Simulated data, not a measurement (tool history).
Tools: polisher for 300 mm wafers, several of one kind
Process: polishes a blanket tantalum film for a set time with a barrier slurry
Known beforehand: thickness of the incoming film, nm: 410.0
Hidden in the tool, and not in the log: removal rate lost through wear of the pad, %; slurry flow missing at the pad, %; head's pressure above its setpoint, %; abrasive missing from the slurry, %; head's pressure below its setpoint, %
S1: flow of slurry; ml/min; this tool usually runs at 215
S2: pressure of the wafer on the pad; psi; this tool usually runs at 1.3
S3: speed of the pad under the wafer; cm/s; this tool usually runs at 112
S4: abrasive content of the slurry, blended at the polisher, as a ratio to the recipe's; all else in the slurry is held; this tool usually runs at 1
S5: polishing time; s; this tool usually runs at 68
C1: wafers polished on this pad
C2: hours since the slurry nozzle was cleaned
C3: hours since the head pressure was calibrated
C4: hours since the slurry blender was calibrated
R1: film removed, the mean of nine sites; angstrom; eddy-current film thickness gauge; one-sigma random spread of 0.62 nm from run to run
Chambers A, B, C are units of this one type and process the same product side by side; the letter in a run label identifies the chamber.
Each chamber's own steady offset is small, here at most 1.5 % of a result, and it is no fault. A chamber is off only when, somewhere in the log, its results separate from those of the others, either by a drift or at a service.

run	hour	S1	S2	S3	S4	S5	C1	C2	C3	C4	R1
1C	12.3	215	1.3	112	1	68	197	632.5	29.9	61.5	690.37
2A	18.6	215	1.3	112	1	68	518	265.4	758.5	20.2	689.32
3B	28.1	215	1.3	112	1	68	509	237.3	377	285.2	681.02
4C	34	215	1.3	112	1	68	396	654.2	51.6	83.2	692.59
# hour 39.9: chamber B: slurry blender recalibrated
5B	43.4	215	1.3	112	1	68	649	252.6	392.3	3.6	685
6A	51.3	240	1.3	112	1	68	816	298.1	791.2	52.9	696.41
7B	60.5	240	1.3	112	1	68	805	269.7	409.4	20.7	681.46
# hour 64.1: chamber C: slurry nozzle cleaned
# hour 67.4: chamber A: worn pad replaced by a new one
8A	67.7	240	1.3	112	1	68	3	314.5	807.6	69.3	691.23
9C	74.8	215	1.3	112	1	68	768	10.8	92.4	124	682.12
# hour 79.3: chamber B: worn pad replaced by a new one
10B	82.4	215	1.1	112	1	82	28	291.6	431.3	42.6	690.85
# hour 86.8: chamber B: head pressure recalibrated
# hour 89.6: chamber C: worn pad replaced by a new one
11A	93.1	215	1.1	112	1	82	235	339.9	833	94.7	704.1
# hour 98.4: chamber A: head pressure recalibrated
12C	101.8	215	1.1	112	1	82	112	37.8	119.4	151	710.32
13B	114.5	215	1.3	112	1	68	321	323.7	27.8	74.7	680.23
14C	127.9	215	1.3	112	1	68	350	63.9	145.5	177.1	684.61
# hour 132: chamber A: slurry blender recalibrated
15A	135.9	215	1.3	112	1	68	625	382.7	37.5	4	732.16
# hour 142.6: chamber B: slurry nozzle cleaned
16C	144.8	215	1.3	112	1	68	504	80.8	162.4	194	689.24
17A	155.8	215	1.1	112	1.2	68	807	402.6	57.4	23.9	662.74
# hour 162.2: chamber B: worn pad replaced by a new one
18B	164.9	215	1.1	112	1.2	68	24	22.3	78.2	125.1	609.61
19B	171.6	215	1.1	112	1.2	68	86	29	84.9	131.8	603.72
# hour 172.9: chamber A: worn pad replaced by a new one
20C	179.3	215	1.3	112	1	68	819	115.3	196.9	228.5	688.18
21A	190.3	215	1.3	112	1	68	159	437.1	91.9	58.4	745.03
# hour 194.3: chamber C: worn pad replaced by a new one
22A	201.5	215	1.3	112	1	68	261	448.3	103.1	69.6	744.7
23B	214	215	1.3	112	1	68	473	71.4	127.3	174.2	685.87
24C	220.6	215	1.3	112	1	68	240	156.6	238.2	269.8	679.17
25B	229.9	215	1.3	112	1	68	618	87.3	143.2	190.1	686.71
26A	240.1	215	1.3	112	1	68	613	486.9	141.7	108.2	752.14
27C	250.6	215	1.3	112	1	68	514	186.6	268.2	299.8	678.73
28C	259.6	215	1.3	112	1	68	596	195.6	277.2	308.8	676.94
# hour 259.9: chamber B: worn pad replaced by a new one
29B	267.6	215	1.3	112	1	68	70	125	180.9	227.8	675.76

Decide between three cases: one chamber stands off from its peers, the gauge reading all wafers drifts, or nothing is wrong past each chamber's small offset. Where a chamber is off, say which and what most likely put it there.

Chamber A came out of a service off from its peers and stayed that way.
What lies behind it: head's pressure above its setpoint, % = 8.72.

Below are 4 candidate recipes for chamber A's next run, each the usual settings with a change, their results shown as question marks. Which of them brings A's results back in line with what the other chambers give on the usual settings?
In line here means within this much of the mean the other chambers give on the usual settings: R1 22 angstrom
30A-1	277.3	215	1.2	106	1	65					?
30A-2	277.3	215	1.3	120	1	68					?
30A-3	277.3	215	1.4	118	1	72					?
30A-4	277.3	130	1.3	112	1	68					?

Other chambers, usual settings, mean: R1 683.22 angstrom
run	R1
30A-1	619.74
30A-2	795.85
30A-3	891.63
30A-4	686.63
It is 30A-4 that realigns the chamber with its peers.

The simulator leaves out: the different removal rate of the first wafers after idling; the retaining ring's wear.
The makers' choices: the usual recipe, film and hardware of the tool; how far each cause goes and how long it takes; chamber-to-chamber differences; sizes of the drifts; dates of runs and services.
